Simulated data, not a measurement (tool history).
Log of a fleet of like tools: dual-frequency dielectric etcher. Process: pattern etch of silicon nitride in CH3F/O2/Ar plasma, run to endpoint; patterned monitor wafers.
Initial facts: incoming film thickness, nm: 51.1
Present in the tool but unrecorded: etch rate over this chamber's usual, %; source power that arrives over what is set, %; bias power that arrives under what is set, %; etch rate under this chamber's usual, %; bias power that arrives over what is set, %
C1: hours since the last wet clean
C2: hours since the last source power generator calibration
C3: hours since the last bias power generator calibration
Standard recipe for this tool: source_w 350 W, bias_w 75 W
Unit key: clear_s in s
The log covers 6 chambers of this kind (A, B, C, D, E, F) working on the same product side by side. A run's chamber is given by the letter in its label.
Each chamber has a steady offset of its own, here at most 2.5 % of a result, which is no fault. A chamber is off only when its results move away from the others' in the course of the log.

run 1D hour=2.3 | source_w=350 bias_w=75 | C1=323.9 C2=483.4 C3=1220.7 | clear_s=76.477
run 2A hour=5.1 | source_w=350 bias_w=75 | C1=198.6 C2=1087.4 C3=989.7 | clear_s=78.373
run 3B hour=7.9 | source_w=350 bias_w=75 | C1=100.5 C2=2079.9 C3=1739.3 | clear_s=77.455
run 4F hour=10.4 | source_w=350 bias_w=75 | C1=191.5 C2=2070.5 C3=3125.7 | clear_s=77.575
run 5E hour=13 | source_w=350 bias_w=75 | C1=65.1 C2=1586.5 C3=1822 | clear_s=75.62
run 6C hour=16.7 | source_w=350 bias_w=75 | C1=325.5 C2=57.4 C3=1688.6 | clear_s=77.137
run 7F hour=18.8 | source_w=350 bias_w=75 | C1=199.9 C2=2078.9 C3=3134.1 | clear_s=76.638
run 8E hour=22.6 | source_w=350 bias_w=75 | C1=74.7 C2=1596.1 C3=1831.6 | clear_s=75.251
run 9B hour=26.1 | source_w=350 bias_w=75 | C1=118.7 C2=2098.1 C3=1757.5 | clear_s=77.826
run 10D hour=29.8 | source_w=350 bias_w=75 | C1=351.4 C2=510.9 C3=1248.2 | clear_s=76.865
run 11C hour=32.1 | source_w=350 bias_w=75 | C1=340.9 C2=72.8 C3=1704 | clear_s=76.798
run 12A hour=34.2 | source_w=350 bias_w=75 | C1=227.7 C2=1116.5 C3=1018.8 | clear_s=78.973
run 13A hour=38.5 | source_w=350 bias_w=75 | C1=232 C2=1120.8 C3=1023.1 | clear_s=78.97
run 14C hour=41.1 | source_w=350 bias_w=75 | C1=349.9 C2=81.8 C3=1713 | clear_s=77.134
run 15F hour=43.4 | source_w=350 bias_w=75 | C1=224.5 C2=2103.5 C3=3158.7 | clear_s=77.237
run 16B hour=45.5 | source_w=350 bias_w=75 | C1=138.1 C2=2117.5 C3=1776.9 | clear_s=78.463
run 17D hour=48.8 | source_w=350 bias_w=75 | C1=370.4 C2=529.9 C3=1267.2 | clear_s=76.989
run 18E hour=51.8 | source_w=350 bias_w=75 | C1=103.9 C2=1625.3 C3=1860.8 | clear_s=76.071
run 19F hour=56.1 | source_w=350 bias_w=75 | C1=237.2 C2=2116.2 C3=3171.4 | clear_s=76.806
run 20C hour=59.3 | source_w=350 bias_w=75 | C1=368.1 C2=100 C3=1731.2 | clear_s=76.78
run 21D hour=63.6 | source_w=430 bias_w=69 | C1=385.2 C2=544.7 C3=1282 | clear_s=73.561
run 22B hour=66.1 | source_w=430 bias_w=69 | C1=158.7 C2=2138.1 C3=1797.5 | clear_s=75.457
run 23E hour=68.3 | source_w=430 bias_w=69 | C1=120.4 C2=1641.8 C3=1877.3 | clear_s=71.644
run 24A hour=71.1 | source_w=430 bias_w=69 | C1=264.6 C2=1153.4 C3=1055.7 | clear_s=74.614
run 25A hour=74.4 | source_w=430 bias_w=69 | C1=267.9 C2=1156.7 C3=1059 | clear_s=74.825
run 26F hour=77.5 | source_w=430 bias_w=69 | C1=258.6 C2=2137.6 C3=3192.8 | clear_s=73.275
run 27D hour=79.7 | source_w=350 bias_w=75 | C1=401.3 C2=560.8 C3=1298.1 | clear_s=77.415
run 28B hour=83.3 | source_w=350 bias_w=75 | C1=175.9 C2=2155.3 C3=1814.7 | clear_s=79.641
run 29C hour=86.5 | source_w=350 bias_w=75 | C1=395.3 C2=127.2 C3=1758.4 | clear_s=77.028
run 30E hour=89 | source_w=350 bias_w=75 | C1=141.1 C2=1662.5 C3=1898 | clear_s=75.331
run 31F hour=92.4 | source_w=270 bias_w=75 | C1=273.5 C2=2152.5 C3=3207.7 | clear_s=84.906
run 32D hour=95.1 | source_w=270 bias_w=75 | C1=416.7 C2=576.2 C3=1313.5 | clear_s=84.627
run 33B hour=98.1 | source_w=270 bias_w=75 | C1=190.7 C2=2170.1 C3=1829.5 | clear_s=89.329
run 34C hour=102.2 | source_w=270 bias_w=75 | C1=411 C2=142.9 C3=1774.1 | clear_s=84.468
run 35E hour=106.7 | source_w=270 bias_w=75 | C1=158.8 C2=1680.2 C3=1915.7 | clear_s=83.049
run 36A hour=110 | source_w=270 bias_w=75 | C1=303.5 C2=1192.3 C3=1094.6 | clear_s=86.86
run 37C hour=113.9 | source_w=350 bias_w=75 | C1=422.7 C2=154.6 C3=1785.8 | clear_s=77.069
run 38D hour=115.9 | source_w=320 bias_w=81 | C1=437.5 C2=597 C3=1334.3 | clear_s=77.243

Is one chamber off against the others, does the gauge drift, or is nothing wrong? If a chamber is off, say which, and what the likeliest cause is.

It is chamber B that slowly wanders off from its peers.
Most likely cause: etch rate under this chamber's usual, % = 4.96.

Which of the 4 candidates below, each the usual settings with something changed and its results left as question marks, puts chamber B back in line with what the other chambers give on the usual settings?
In line here means within this much of the mean the other chambers give on the usual settings: clear_s 0.95 s
run 39B-1 hour=119.2 | source_w=350 bias_w=86 | clear_s=?
run 39B-2 hour=119.2 | source_w=400 bias_w=85 | clear_s=?
run 39B-3 hour=119.2 | source_w=270 bias_w=75 | clear_s=?
run 39B-4 hour=119.2 | source_w=350 bias_w=64 | clear_s=?

The other chambers' mean on the usual settings: clear_s 77.004 s
run=39B-1 clear_s=77.38
run=39B-2 clear_s=73.856
run=39B-3 clear_s=89.721
run=39B-4 clear_s=85.788
39B-1 brings the chamber back in line.

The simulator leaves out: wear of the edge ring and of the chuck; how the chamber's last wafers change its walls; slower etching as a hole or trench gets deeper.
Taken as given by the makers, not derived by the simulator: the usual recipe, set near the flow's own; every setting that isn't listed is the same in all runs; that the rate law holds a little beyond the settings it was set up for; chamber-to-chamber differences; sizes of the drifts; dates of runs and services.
